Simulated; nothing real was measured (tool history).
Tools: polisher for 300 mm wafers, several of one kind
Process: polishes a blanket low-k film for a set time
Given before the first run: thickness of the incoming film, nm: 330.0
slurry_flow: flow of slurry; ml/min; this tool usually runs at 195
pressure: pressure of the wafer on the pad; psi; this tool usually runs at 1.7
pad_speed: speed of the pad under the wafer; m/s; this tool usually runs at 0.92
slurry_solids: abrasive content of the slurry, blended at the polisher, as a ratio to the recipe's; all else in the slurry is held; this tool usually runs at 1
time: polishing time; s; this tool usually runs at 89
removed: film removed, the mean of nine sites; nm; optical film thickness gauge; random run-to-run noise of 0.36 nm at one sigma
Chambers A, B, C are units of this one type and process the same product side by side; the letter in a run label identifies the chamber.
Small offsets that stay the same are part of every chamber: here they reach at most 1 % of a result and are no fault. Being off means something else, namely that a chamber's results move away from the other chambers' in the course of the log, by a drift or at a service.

| run | day | slurry_flow | pressure | pad_speed | slurry_solids | time | wafers polished on this pad | hours since the slurry nozzle was cleaned | hours since the head pressure was calibrated | hours since the slurry blender was calibrated | hours since the conditioning disc was replaced | removed |
|---|---|---|---|---|---|---|---|---|---|---|---|---|
| 1C | 0.383 | 195 | 1.7 | 0.92 | 1 | 89 | 479 | 513.8 | 636.6 | 232.7 | 327.3 | 29.420 |
| 2A | 0.700 | 195 | 1.7 | 0.92 | 1 | 89 | 752 | 191.3 | 389.8 | 80.9 | 263.9 | 29.226 |
|  | 0.867 | chamber A: worn pad replaced by a new one |
| 3B | 1.179 | 195 | 1.7 | 0.92 | 1 | 89 | 535 | 265.9 | 289.9 | 207.6 | 223.7 | 29.553 |
|  | 1.371 | chamber C: worn pad replaced by a new one |
| 4C | 1.462 | 195 | 1.7 | 0.92 | 1 | 89 | 30 | 539.7 | 662.5 | 258.6 | 353.2 | 29.326 |
| 5B | 1.854 | 195 | 1.7 | 0.92 | 1 | 89 | 753 | 282.1 | 306.1 | 223.8 | 239.9 | 29.361 |
| 6A | 2.325 | 195 | 1.7 | 0.92 | 1 | 89 | 471 | 230.3 | 428.8 | 119.9 | 302.9 | 28.830 |
| 7A | 2.629 | 195 | 1.7 | 0.92 | 1 | 89 | 570 | 237.6 | 436.1 | 127.2 | 310.2 | 29.204 |
|  | 3.033 | chamber B: worn pad replaced by a new one |
| 8C | 3.042 | 195 | 1.7 | 0.92 | 1 | 89 | 540 | 577.6 | 700.4 | 296.5 | 391.1 | 30.148 |
| 9B | 3.417 | 195 | 1.7 | 0.92 | 1 | 89 | 123 | 319.6 | 343.6 | 261.3 | 277.4 | 29.151 |
|  | 3.654 | chamber A: worn pad replaced by a new one |
| 10B | 3.833 | 195 | 1.7 | 0.92 | 1 | 89 | 258 | 329.6 | 353.6 | 271.3 | 287.4 | 28.956 |
| 11C | 4.208 | 155 | 1.7 | 0.92 | 1 | 89 | 917 | 605.6 | 728.4 | 324.5 | 419.1 | 28.514 |
|  | 4.279 | chamber C: worn pad replaced by a new one |
| 12A | 4.554 | 155 | 1.7 | 0.92 | 1 | 89 | 290 | 283.8 | 482.3 | 173.4 | 356.4 | 28.401 |
| 13B | 4.904 | 155 | 1.7 | 0.92 | 1 | 89 | 604 | 355.3 | 379.3 | 297.0 | 313.1 | 28.523 |
| 14A | 5.462 | 195 | 1.7 | 0.92 | 1 | 89 | 583 | 305.6 | 504.1 | 195.2 | 378.2 | 28.657 |
| 15C | 5.808 | 195 | 1.7 | 0.92 | 1 | 89 | 494 | 644.0 | 766.8 | 362.9 | 457.5 | 29.214 |
| 16A | 6.338 | 195 | 1.1 | 0.78 | 1 | 89 | 866 | 326.6 | 525.1 | 216.2 | 399.2 | 16.285 |
|  | 6.667 | chamber A: worn pad replaced by a new one |
| 17B | 6.762 | 195 | 1.1 | 0.78 | 1 | 89 | 1204 | 399.9 | 423.9 | 341.6 | 357.7 | 16.481 |
|  | 6.771 | chamber A: head pressure recalibrated |
|  | 6.954 | chamber B: worn pad replaced by a new one |
| 18C | 7.067 | 195 | 1.1 | 0.78 | 1 | 89 | 900 | 674.2 | 797.0 | 393.1 | 487.7 | 17.028 |
|  | 7.392 | chamber C: worn pad replaced by a new one |
|  | 7.450 | chamber C: slurry nozzle cleaned |
| 19A | 7.533 | 195 | 1.7 | 0.92 | 1 | 89 | 280 | 355.3 | 18.3 | 244.9 | 427.9 | 25.707 |
| 20C | 7.796 | 195 | 1.7 | 0.92 | 1 | 89 | 130 | 8.3 | 814.5 | 410.6 | 505.2 | 29.415 |
|  | 7.900 | chamber C: conditioning disc replaced and pad reconditioned |
| 21B | 8.296 | 160 | 1.4 | 0.92 | 1 | 89 | 433 | 436.7 | 460.7 | 378.4 | 394.5 | 22.935 |
|  | 8.433 | chamber B: conditioning disc replaced and pad reconditioned |
| 22A | 8.750 | 160 | 1.4 | 0.92 | 1 | 89 | 673 | 384.5 | 47.5 | 274.1 | 457.1 | 20.434 |
|  | 9.138 | chamber A: worn pad replaced by a new one |
| 23B | 9.267 | 160 | 1.4 | 0.92 | 1 | 89 | 746 | 460.0 | 484.0 | 401.7 | 20.1 | 23.752 |
| 24C | 9.800 | 195 | 1.7 | 0.92 | 1 | 89 | 777 | 56.4 | 862.6 | 458.7 | 45.6 | 29.996 |
|  | 9.817 | chamber C: worn pad replaced by a new one |
| 25B | 10.154 | 195 | 1.7 | 0.92 | 1 | 89 | 1033 | 481.3 | 505.3 | 423.0 | 41.4 | 29.515 |
|  | 10.162 | chamber B: worn pad replaced by a new one |
|  | 10.508 | chamber C: slurry blender recalibrated |
| 26C | 10.617 | 195 | 1.7 | 0.92 | 1 | 89 | 259 | 76.0 | 882.2 | 2.7 | 65.2 | 29.247 |
| 27A | 11.062 | 170 | 1.7 | 0.92 | 1 | 111 | 621 | 440.0 | 103.0 | 329.6 | 512.6 | 31.188 |
| 28B | 11.429 | 170 | 1.7 | 0.92 | 1 | 111 | 409 | 511.9 | 535.9 | 453.6 | 72.0 | 36.074 |
| 29C | 11.738 | 170 | 1.7 | 0.92 | 1 | 111 | 621 | 102.9 | 909.1 | 29.6 | 92.1 | 36.178 |
|  | 11.771 | chamber A: conditioning disc replaced and pad reconditioned |
|  | 11.904 | chamber A: worn pad replaced by a new one |
| 30A | 12.312 | 195 | 1.7 | 0.92 | 1 | 89 | 131 | 470.0 | 133.0 | 359.6 | 13.0 | 25.612 |
| 31C | 12.567 | 195 | 1.7 | 0.92 | 1 | 89 | 889 | 122.8 | 929.0 | 49.5 | 112.0 | 30.323 |
|  | 12.783 | chamber C: worn pad replaced by a new one |
| 32B | 12.892 | 195 | 1.7 | 0.92 | 1 | 89 | 881 | 547.0 | 571.0 | 488.7 | 107.1 | 29.841 |
| 33A | 13.250 | 195 | 1.7 | 0.92 | 1 | 89 | 434 | 492.5 | 155.5 | 382.1 | 35.5 | 25.083 |
| 34A | 13.683 | 195 | 1.7 | 0.92 | 1 | 89 | 574 | 502.9 | 165.9 | 392.5 | 45.9 | 25.962 |
|  | 13.717 | chamber C: head pressure recalibrated |
| 35C | 14.000 | 195 | 1.7 | 0.92 | 1 | 89 | 392 | 157.2 | 6.9 | 83.9 | 146.4 | 29.645 |

All chambers now run identical settings, listed one chamber a line with results as question marks. What results will each chamber show?
| 36A | 14.408 | 195 | 1.7 | 0.92 | 1 | 62 |  |  |  |  |  | ? |
| 36B | 14.408 | 195 | 1.7 | 0.92 | 1 | 62 |  |  |  |  |  | ? |
| 36C | 14.408 | 195 | 1.7 | 0.92 | 1 | 62 |  |  |  |  |  | ? |

| run | removed |
|---|---|
| 36A | 18.026 |
| 36B | 20.906 |
| 36C | 20.554 |
